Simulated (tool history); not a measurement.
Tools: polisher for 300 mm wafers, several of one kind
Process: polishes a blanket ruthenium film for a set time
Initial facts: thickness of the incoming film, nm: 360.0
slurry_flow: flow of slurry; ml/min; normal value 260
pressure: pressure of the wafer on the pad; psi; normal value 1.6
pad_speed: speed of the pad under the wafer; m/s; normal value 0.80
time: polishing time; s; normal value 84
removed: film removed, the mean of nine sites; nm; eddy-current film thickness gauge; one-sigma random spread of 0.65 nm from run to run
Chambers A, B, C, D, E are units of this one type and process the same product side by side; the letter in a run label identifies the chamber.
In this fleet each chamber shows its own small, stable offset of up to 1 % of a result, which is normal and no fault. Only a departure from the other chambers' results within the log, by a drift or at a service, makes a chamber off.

run	hour	slurry_flow	pressure	pad_speed	time	removed
# hour 2.9: chamber B: worn pad replaced by a new one
1B	3.8	260	1.6	0.80	84	59.849
2A	7.2	260	1.6	0.80	84	60.415
3C	12.1	260	1.6	0.80	84	59.352
# hour 14.8: chamber C: head pressure recalibrated
4D	15.4	260	1.6	0.80	84	59.426
5E	18.0	260	1.6	0.80	84	61.113
6C	22.7	260	1.6	0.80	84	60.471
7D	27.3	260	1.6	0.80	84	59.233
8A	31.8	260	1.2	1.00	84	56.518
9E	35.7	260	1.2	1.00	84	54.827
10B	40.3	260	1.2	1.00	84	57.742
11B	45.1	260	1.2	1.00	84	55.934
12E	49.2	260	1.2	1.00	84	55.937
13A	53.9	260	1.6	0.80	84	60.468
14C	58.2	260	1.6	0.80	84	60.737
15D	61.3	260	1.6	0.80	84	60.001
16A	64.3	260	1.6	0.80	84	60.112
17C	67.3	260	1.6	0.80	84	58.604
18E	71.1	260	1.6	0.80	84	58.649
# hour 72.6: chamber D: worn pad replaced by a new one
19B	75.0	260	1.6	0.80	84	60.224
20D	78.9	260	1.8	0.80	84	66.327
21C	81.6	260	1.8	0.80	84	66.457
22D	86.2	260	1.8	0.80	84	67.330
23B	90.3	260	1.8	0.80	84	66.653
# hour 92.2: chamber B: worn pad replaced by a new one
# hour 93.1: chamber A: slurry nozzle cleaned
24E	94.9	260	1.8	0.80	84	64.970
# hour 95.4: chamber E: worn pad replaced by a new one
# hour 97.8: chamber A: worn pad replaced by a new one
# hour 98.6: chamber C: worn pad replaced by a new one
25A	99.0	325	1.1	0.80	84	42.866
26A	101.6	325	1.1	0.80	84	43.368
27C	105.4	325	1.1	0.80	84	41.666
28D	108.6	325	1.1	0.80	84	41.517
29E	111.3	325	1.1	0.80	84	38.987
30B	113.8	260	1.6	0.80	84	60.026
31A	116.1	260	2.2	0.68	84	70.227
32D	119.4	260	2.2	0.68	84	69.325
33B	121.6	260	2.2	0.68	84	70.780
34C	125.2	260	2.2	0.68	84	69.822
35E	128.3	260	2.2	0.68	84	64.955
36E	132.3	260	1.6	0.80	84	54.941
37D	135.7	260	1.6	0.80	84	59.446
38C	138.0	260	1.6	0.80	84	60.944
39A	142.4	260	1.6	0.80	84	58.965
40B	145.4	260	2.0	0.80	95	83.911
41A	149.2	260	2.0	0.80	95	84.786
42C	153.2	260	2.0	0.80	95	84.022
43B	155.4	260	2.0	0.80	95	84.684

Decide between three cases: one chamber stands off from its peers, the gauge reading all wafers drifts, or nothing is wrong past each chamber's small offset. Where a chamber is off, say which and what most likely put it there.

One chamber, E, drifts off from the rest bit by bit.
Most likely cause: head's pressure below its setpoint, % = 9.

Which of the 4 candidates below, each the usual settings with something changed and its results left as question marks, puts chamber E back in line with what the other chambers give on the usual settings?
A result is in line if it is within this distance of the other chambers' mean on the usual settings: removed 2.300 nm
44E-1	158.9	260	1.5	0.80	81	?
44E-2	158.9	260	1.6	0.80	85	?
44E-3	158.9	260	1.6	0.80	83	?
44E-4	158.9	260	1.6	0.84	88	?

The other chambers' mean on the usual settings: removed 59.928 nm
run	removed
44E-1	49.434
44E-2	55.328
44E-3	54.026
44E-4	60.112
44E-4 puts the chamber back in line with the other chambers.

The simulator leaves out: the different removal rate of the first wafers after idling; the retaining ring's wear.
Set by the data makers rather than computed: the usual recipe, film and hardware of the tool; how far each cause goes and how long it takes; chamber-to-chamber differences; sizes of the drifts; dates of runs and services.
